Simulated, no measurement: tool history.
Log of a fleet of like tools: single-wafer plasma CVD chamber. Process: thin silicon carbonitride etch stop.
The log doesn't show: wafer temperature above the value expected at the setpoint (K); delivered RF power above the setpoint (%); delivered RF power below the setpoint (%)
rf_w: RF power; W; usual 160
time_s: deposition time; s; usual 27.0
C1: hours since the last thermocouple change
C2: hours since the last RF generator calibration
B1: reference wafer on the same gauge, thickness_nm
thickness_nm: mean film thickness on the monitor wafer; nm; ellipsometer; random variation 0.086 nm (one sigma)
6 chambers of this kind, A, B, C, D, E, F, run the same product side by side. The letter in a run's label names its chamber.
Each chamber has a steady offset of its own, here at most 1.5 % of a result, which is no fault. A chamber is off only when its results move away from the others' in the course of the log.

Run 1C, hour 5.9: usual settings; C1 186.9; C2 170.6; B1 12.812. Result: thickness_nm 14.468 nm.
Run 2F, hour 12.2: usual settings; C1 924.2; C2 282.0; B1 12.789. Result: thickness_nm 14.340 nm.
Run 3E, hour 15.5: usual settings; C1 638.0; C2 676.4; B1 12.805. Result: thickness_nm 14.400 nm.
Run 4D, hour 19.6: usual settings; C1 705.3; C2 1164.7; B1 12.796. Result: thickness_nm 14.539 nm.
Run 5B, hour 23.8: usual settings; C1 54.5; C2 344.0; B1 12.797. Result: thickness_nm 14.339 nm.
Run 6A, hour 27.7: usual settings; C1 53.1; C2 1225.7; B1 12.799. Result: thickness_nm 14.403 nm.
Run 7F, hour 33.8: usual settings; C1 945.8; C2 303.6; B1 12.808. Result: thickness_nm 14.545 nm.
Run 8C, hour 37.2: usual settings; C1 218.2; C2 201.9; B1 12.784. Result: thickness_nm 14.436 nm.
Run 9D, hour 41.5: usual settings; C1 727.2; C2 1186.6; B1 12.813. Result: thickness_nm 14.639 nm.
Run 10A, hour 48.0: usual settings but rf_w 135 W, time_s 22.4 s; C1 73.4; C2 1246.0; B1 12.784. Result: thickness_nm 11.500 nm.
Run 11E, hour 54.3: usual settings but rf_w 135 W, time_s 22.4 s; C1 676.8; C2 715.2; B1 12.806. Result: thickness_nm 11.263 nm.
Run 12B, hour 58.7: usual settings but rf_w 135 W, time_s 22.4 s; C1 89.4; C2 378.9; B1 12.807. Result: thickness_nm 11.334 nm.
Run 13D, hour 65.5: usual settings but rf_w 135 W, time_s 22.4 s; C1 751.2; C2 1210.6; B1 12.800. Result: thickness_nm 11.494 nm.
Run 14C, hour 69.5: usual settings but rf_w 135 W, time_s 22.4 s; C1 250.5; C2 234.2; B1 12.808. Result: thickness_nm 11.328 nm.
Run 15E, hour 74.1: usual settings but rf_w 135 W, time_s 22.4 s; C1 696.6; C2 735.0; B1 12.806. Result: thickness_nm 11.204 nm.
Run 16F, hour 79.1: usual settings; C1 991.1; C2 348.9; B1 12.810. Result: thickness_nm 14.485 nm.
Run 17B, hour 83.3: usual settings; C1 114.0; C2 403.5; B1 12.794. Result: thickness_nm 14.450 nm.
Run 18A, hour 90.0: usual settings; C1 115.4; C2 1288.0; B1 12.800. Result: thickness_nm 14.503 nm.
Run 19B, hour 94.7: usual settings; C1 125.4; C2 414.9; B1 12.780. Result: thickness_nm 14.175 nm.
Run 20D, hour 100.4: usual settings; C1 786.1; C2 1245.5; B1 12.811. Result: thickness_nm 14.629 nm.
Run 21F, hour 106.6: usual settings; C1 1018.6; C2 376.4; B1 12.786. Result: thickness_nm 14.350 nm.
Run 22A, hour 113.1: usual settings; C1 138.5; C2 1311.1; B1 12.790. Result: thickness_nm 14.641 nm.
Run 23C, hour 117.8: usual settings; C1 298.8; C2 282.5; B1 12.797. Result: thickness_nm 14.412 nm.
Run 24E, hour 125.3: usual settings; C1 747.8; C2 786.2; B1 12.790. Result: thickness_nm 14.285 nm.
Run 25E, hour 131.5: usual settings; C1 754.0; C2 792.4; B1 12.801. Result: thickness_nm 14.271 nm.
Run 26F, hour 138.1: usual settings; C1 1050.1; C2 407.9; B1 12.819. Result: thickness_nm 14.450 nm.
Run 27D, hour 141.8: usual settings; C1 827.5; C2 1286.9; B1 12.788. Result: thickness_nm 14.674 nm.
Run 28A, hour 145.4: usual settings; C1 170.8; C2 1343.4; B1 12.797. Result: thickness_nm 14.572 nm.
Run 29C, hour 150.4: usual settings; C1 331.4; C2 315.1; B1 12.811. Result: thickness_nm 14.448 nm.
Run 30B, hour 155.1: usual settings; C1 185.8; C2 475.3; B1 12.785. Result: thickness_nm 14.384 nm.
Run 31E, hour 162.0: usual settings; C1 784.5; C2 822.9; B1 12.796. Result: thickness_nm 14.478 nm.
Run 32B, hour 166.5: usual settings; C1 197.2; C2 486.7; B1 12.803. Result: thickness_nm 14.514 nm.
Run 33A, hour 170.8: usual settings; C1 196.2; C2 1368.8; B1 12.802. Result: thickness_nm 14.527 nm.
Run 34C, hour 177.4: usual settings; C1 358.4; C2 342.1; B1 12.787. Result: thickness_nm 14.487 nm.
Run 35D, hour 181.3: usual settings; C1 867.0; C2 1326.4; B1 12.806. Result: thickness_nm 14.596 nm.
Run 36F, hour 185.8: usual settings; C1 1097.8; C2 455.6; B1 12.792. Result: thickness_nm 14.443 nm.

What goes on in this fleet: one chamber off, a drifting gauge, or nothing beyond the chambers' own small offsets? Name the chamber and the cause, if any.

No chamber stands off beyond its own small offset, and the gauge holds steady.
